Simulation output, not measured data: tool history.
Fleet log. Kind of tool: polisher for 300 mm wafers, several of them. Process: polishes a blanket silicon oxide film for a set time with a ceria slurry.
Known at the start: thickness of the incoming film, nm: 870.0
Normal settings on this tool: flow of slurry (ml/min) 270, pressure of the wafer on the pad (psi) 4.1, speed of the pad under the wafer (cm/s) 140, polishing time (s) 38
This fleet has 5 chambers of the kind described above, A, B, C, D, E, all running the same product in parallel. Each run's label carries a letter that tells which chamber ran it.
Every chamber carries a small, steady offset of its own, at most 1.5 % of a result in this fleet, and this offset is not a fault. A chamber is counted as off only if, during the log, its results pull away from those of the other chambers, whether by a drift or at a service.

run,hour,flow of slurry (ml/min),pressure of the wafer on the pad (psi),speed of the pad under the wafer (cm/s),polishing time (s),film removed (nm)
# hour 3.2: chamber C: head pressure recalibrated
# hour 4.1: chamber D: worn pad replaced by a new one
# hour 4.2: chamber E: worn pad replaced by a new one
1A,4.3,270,4.1,140,38,324.83
2D,8.9,270,4.1,140,38,325.79
3E,14.5,270,4.1,140,38,319.45
4B,18,270,4.1,140,38,320.79
# hour 19.2: chamber B: worn pad replaced by a new one
# hour 19.6: chamber A: worn pad replaced by a new one
5C,21,270,4.1,156,30,279.61
6D,25.5,270,4.1,156,30,283.84
7A,28.1,270,4.1,156,30,282.74
# hour 30.2: chamber D: slurry nozzle cleaned
8C,31.4,270,4.1,156,30,280.7
9E,35.3,270,4.1,156,30,279.15
# hour 40.4: chamber C: worn pad replaced by a new one
10B,40.9,270,4.1,140,38,326.14
11B,46.6,270,4.1,140,38,329.34
12C,50.8,270,4.1,140,38,321.04
# hour 53: chamber D: worn pad replaced by a new one
# hour 54.4: chamber C: slurry nozzle cleaned
13A,55.2,270,4.1,140,38,320.98
14E,57.9,270,4.1,140,38,320.18
15D,62.4,270,4.1,140,38,321.59
16D,66.1,270,4.1,140,38,321.11
# hour 66.4: chamber A: worn pad replaced by a new one
17E,71.2,270,4.1,140,38,320
# hour 71.5: chamber B: worn pad replaced by a new one
18B,74,270,4.1,140,38,328.52
19A,77.2,270,4.1,140,38,321.88
20C,80.9,270,4.1,140,38,316
21A,84.7,355,4.7,140,38,375.06
22B,88.9,355,4.7,140,38,380.19
23E,91.5,355,4.7,140,38,376.7
# hour 92.7: chamber D: worn pad replaced by a new one
24D,94.8,355,4.7,140,38,373.72
# hour 99.7: chamber C: worn pad replaced by a new one
25C,99.7,355,4.7,140,38,381.58
26E,103.9,270,4.1,140,38,317.32
# hour 107.2: chamber E: worn pad replaced by a new one
27C,107.4,270,4.1,140,38,319.03
# hour 109.7: chamber A: worn pad replaced by a new one
28B,111.6,270,4.1,140,38,326.44
# hour 114.9: chamber B: worn pad replaced by a new one
29D,117.1,270,4.1,140,38,321.29
30A,121.5,270,4.1,140,38,310.47
31B,126.3,270,4.1,140,38,325.63
32A,130.8,270,4.1,140,38,312.1
# hour 134.4: chamber D: worn pad replaced by a new one
33D,135.6,270,4.1,140,38,318.77
34E,139.9,270,4.1,140,38,317.52
35C,143.9,270,4.1,140,38,320.2
36C,147.7,270,5.4,162,38,490.51
37E,151.1,270,5.4,162,38,486.4
38B,153.9,270,5.4,162,38,493.17

Is one chamber out of step, is the gauge drifting, or do the chambers differ by no more than their own small offsets? For an off chamber, give its letter and the likeliest cause.

One chamber, A, drifts off from the rest bit by bit.
What lies behind it: slurry flow missing at the pad, % = 41.5.
With only this log, it may be confused with: head's pressure below its setpoint, %.

Which of the 4 candidates below, each the usual settings with something changed and its results left as question marks, puts chamber A back in line with what the other chambers give on the usual settings?
In line means no further than this from the other chambers' mean on the usual settings: film removed (nm) 8.5
39A-1,158,270,4.1,136,37,?
39A-2,158,270,4.1,142,38,?
39A-3,158,245,4.1,140,38,?
39A-4,158,270,4.2,142,39,?

Average result of the remaining chambers running the usual settings: film removed (nm) 320.33
run,film removed (nm)
39A-1,282.99
39A-2,303.52
39A-3,294.24
39A-4,319.07
39A-4 brings the chamber back in line.

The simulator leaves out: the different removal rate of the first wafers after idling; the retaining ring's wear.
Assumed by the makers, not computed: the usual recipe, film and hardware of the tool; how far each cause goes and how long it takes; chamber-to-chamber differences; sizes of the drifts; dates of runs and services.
